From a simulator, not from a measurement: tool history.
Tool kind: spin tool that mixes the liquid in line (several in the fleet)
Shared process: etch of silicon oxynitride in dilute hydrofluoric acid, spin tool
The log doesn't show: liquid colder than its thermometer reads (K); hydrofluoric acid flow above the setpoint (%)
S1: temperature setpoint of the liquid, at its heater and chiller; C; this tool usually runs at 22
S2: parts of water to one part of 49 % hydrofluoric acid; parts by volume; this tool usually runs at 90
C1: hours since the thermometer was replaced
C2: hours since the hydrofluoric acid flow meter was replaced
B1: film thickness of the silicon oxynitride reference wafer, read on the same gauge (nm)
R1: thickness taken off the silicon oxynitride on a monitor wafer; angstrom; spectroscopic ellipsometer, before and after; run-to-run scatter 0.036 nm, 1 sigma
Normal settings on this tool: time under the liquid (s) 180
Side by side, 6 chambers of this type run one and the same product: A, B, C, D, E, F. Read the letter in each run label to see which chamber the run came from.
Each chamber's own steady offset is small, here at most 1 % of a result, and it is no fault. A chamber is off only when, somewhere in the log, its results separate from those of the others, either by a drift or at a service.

{"hour": 11.1, "done": "chamber A: hydrofluoric acid flow meter replaced"}
{"run": "1E", "hour": 13.2, "S1": 22, "S2": 90, "time under the liquid (s)": 180, "C1": 1625.8, "C2": 294.4, "B1": 150.03, "R1": 54.814}
{"run": "2F", "hour": 19.8, "S1": 22, "S2": 90, "time under the liquid (s)": 180, "C1": 234, "C2": 362.4, "B1": 150, "R1": 54.72}
{"run": "3B", "hour": 31.1, "S1": 22, "S2": 90, "time under the liquid (s)": 180, "C1": 1406.8, "C2": 1690.7, "B1": 150.02, "R1": 55.41}
{"run": "4A", "hour": 39.3, "S1": 22, "S2": 90, "time under the liquid (s)": 180, "C1": 434.8, "C2": 28.2, "B1": 149.99, "R1": 55.094}
{"run": "5D", "hour": 49.8, "S1": 22, "S2": 90, "time under the liquid (s)": 180, "C1": 232.6, "C2": 1414.5, "B1": 149.97, "R1": 55.35}
{"run": "6C", "hour": 61.7, "S1": 22, "S2": 90, "time under the liquid (s)": 180, "C1": 368.9, "C2": 222.3, "B1": 150, "R1": 55.847}
{"run": "7D", "hour": 72.4, "S1": 22, "S2": 50, "time under the liquid (s)": 105, "C1": 255.2, "C2": 1437.1, "B1": 149.98, "R1": 59.315}
{"run": "8E", "hour": 78.4, "S1": 22, "S2": 50, "time under the liquid (s)": 105, "C1": 1691, "C2": 359.6, "B1": 150.01, "R1": 59.361}
{"run": "9C", "hour": 88.4, "S1": 22, "S2": 50, "time under the liquid (s)": 105, "C1": 395.6, "C2": 249, "B1": 149.98, "R1": 60.337}
{"run": "10B", "hour": 95.3, "S1": 22, "S2": 50, "time under the liquid (s)": 105, "C1": 1471, "C2": 1754.9, "B1": 150, "R1": 59.909}
{"run": "11A", "hour": 103.9, "S1": 22, "S2": 50, "time under the liquid (s)": 105, "C1": 499.4, "C2": 92.8, "B1": 150.02, "R1": 60.106}
{"run": "12F", "hour": 117.1, "S1": 22, "S2": 50, "time under the liquid (s)": 105, "C1": 331.3, "C2": 459.7, "B1": 150.01, "R1": 58.572}
{"run": "13B", "hour": 129.6, "S1": 22, "S2": 90, "time under the liquid (s)": 180, "C1": 1505.3, "C2": 1789.2, "B1": 150.03, "R1": 55.336}
{"run": "14D", "hour": 138.6, "S1": 22, "S2": 90, "time under the liquid (s)": 180, "C1": 321.4, "C2": 1503.3, "B1": 150.01, "R1": 55.107}
{"run": "15C", "hour": 145.0, "S1": 22, "S2": 90, "time under the liquid (s)": 180, "C1": 452.2, "C2": 305.6, "B1": 149.98, "R1": 55.308}
{"run": "16F", "hour": 154.1, "S1": 22, "S2": 90, "time under the liquid (s)": 180, "C1": 368.3, "C2": 496.7, "B1": 150.02, "R1": 54.658}
{"run": "17A", "hour": 160.6, "S1": 22, "S2": 90, "time under the liquid (s)": 180, "C1": 556.1, "C2": 149.5, "B1": 149.99, "R1": 54.977}
{"run": "18E", "hour": 166.5, "S1": 22, "S2": 90, "time under the liquid (s)": 180, "C1": 1779.1, "C2": 447.7, "B1": 149.98, "R1": 54.957}
{"run": "19C", "hour": 176.8, "S1": 22, "S2": 90, "time under the liquid (s)": 180, "C1": 484, "C2": 337.4, "B1": 150.02, "R1": 54.807}
{"run": "20F", "hour": 188.0, "S1": 22, "S2": 90, "time under the liquid (s)": 180, "C1": 402.2, "C2": 530.6, "B1": 150, "R1": 54.552}
{"run": "21A", "hour": 195.1, "S1": 22, "S2": 90, "time under the liquid (s)": 180, "C1": 590.6, "C2": 184, "B1": 150.01, "R1": 54.363}
{"run": "22D", "hour": 203.9, "S1": 22, "S2": 90, "time under the liquid (s)": 180, "C1": 386.7, "C2": 1568.6, "B1": 150.02, "R1": 55.677}
{"run": "23E", "hour": 213.9, "S1": 24, "S2": 90, "time under the liquid (s)": 250, "C1": 1826.5, "C2": 495.1, "B1": 149.98, "R1": 83.844}
{"run": "24B", "hour": 225.1, "S1": 24, "S2": 90, "time under the liquid (s)": 250, "C1": 1600.8, "C2": 1884.7, "B1": 150.01, "R1": 82.992}
{"run": "25C", "hour": 232.2, "S1": 24, "S2": 90, "time under the liquid (s)": 250, "C1": 539.4, "C2": 392.8, "B1": 150, "R1": 84.482}
{"run": "26F", "hour": 242.1, "S1": 24, "S2": 90, "time under the liquid (s)": 250, "C1": 456.3, "C2": 584.7, "B1": 150, "R1": 83.704}
{"run": "27A", "hour": 249.3, "S1": 24, "S2": 90, "time under the liquid (s)": 250, "C1": 644.8, "C2": 238.2, "B1": 150.01, "R1": 81.223}
{"run": "28B", "hour": 256.5, "S1": 24, "S2": 90, "time under the liquid (s)": 250, "C1": 1632.2, "C2": 1916.1, "B1": 149.99, "R1": 83.83}
{"run": "29D", "hour": 270.0, "S1": 22, "S2": 90, "time under the liquid (s)": 180, "C1": 452.8, "C2": 1634.7, "B1": 150, "R1": 55.351}
{"run": "30E", "hour": 280.1, "S1": 22, "S2": 90, "time under the liquid (s)": 120, "C1": 1892.7, "C2": 561.3, "B1": 150.02, "R1": 36.513}
{"run": "31E", "hour": 293.1, "S1": 22, "S2": 90, "time under the liquid (s)": 120, "C1": 1905.7, "C2": 574.3, "B1": 149.99, "R1": 36.947}
{"run": "32A", "hour": 299.2, "S1": 22, "S2": 90, "time under the liquid (s)": 120, "C1": 694.7, "C2": 288.1, "B1": 150, "R1": 35.521}
{"run": "33B", "hour": 305.5, "S1": 22, "S2": 90, "time under the liquid (s)": 120, "C1": 1681.2, "C2": 1965.1, "B1": 150.01, "R1": 36.874}
{"run": "34D", "hour": 311.4, "S1": 22, "S2": 90, "time under the liquid (s)": 120, "C1": 494.2, "C2": 1676.1, "B1": 149.99, "R1": 36.604}
{"hour": 313.4, "done": "chamber F: hydrofluoric acid flow meter replaced"}
{"run": "35C", "hour": 324.3, "S1": 22, "S2": 90, "time under the liquid (s)": 120, "C1": 631.5, "C2": 484.9, "B1": 150, "R1": 36.501}
{"run": "36F", "hour": 332.6, "S1": 22, "S2": 90, "time under the liquid (s)": 180, "C1": 546.8, "C2": 19.2, "B1": 149.99, "R1": 53.932}
{"run": "37C", "hour": 341.9, "S1": 22, "S2": 90, "time under the liquid (s)": 180, "C1": 649.1, "C2": 502.5, "B1": 150, "R1": 54.51}
{"run": "38F", "hour": 350.9, "S1": 22, "S2": 90, "time under the liquid (s)": 180, "C1": 565.1, "C2": 37.5, "B1": 150, "R1": 55.262}
{"run": "39A", "hour": 363.1, "S1": 22, "S2": 90, "time under the liquid (s)": 180, "C1": 758.6, "C2": 352, "B1": 149.99, "R1": 52.149}

What goes on in this fleet: one chamber off, a drifting gauge, or nothing beyond the chambers' own small offsets? Name the chamber and the cause, if any.

Little by little, chamber A moves away from the other chambers.
Likeliest cause: liquid colder than its thermometer reads (K) = 1.34.
The log may not tell that from: hydrofluoric acid flow below the setpoint (%).

Chamber A could run next with any of the 4 candidate recipes listed below; each alters the usual settings, and their results appear as question marks. Which one brings its results back in line with what the other chambers deliver on the usual settings?
A result is in line if it is within this distance of the other chambers' mean on the usual settings: R1 1.2 angstrom
{"run": "40A-1", "hour": 372.7, "S1": 22, "S2": 95, "time under the liquid (s)": 170, "R1": "?"}
{"run": "40A-2", "hour": 372.7, "S1": 22, "S2": 85, "time under the liquid (s)": 180, "R1": "?"}
{"run": "40A-3", "hour": 372.7, "S1": 24.5, "S2": 90, "time under the liquid (s)": 180, "R1": "?"}
{"run": "40A-4", "hour": 372.7, "S1": 22, "S2": 95, "time under the liquid (s)": 180, "R1": "?"}

Other chambers, usual settings, mean: R1 55.038 angstrom
run=40A-1 R1=46.106
run=40A-2 R1=55.009
run=40A-3 R1=58.506
run=40A-4 R1=48.818
Change 40A-2 lands the chamber within the allowed miss of the other chambers.
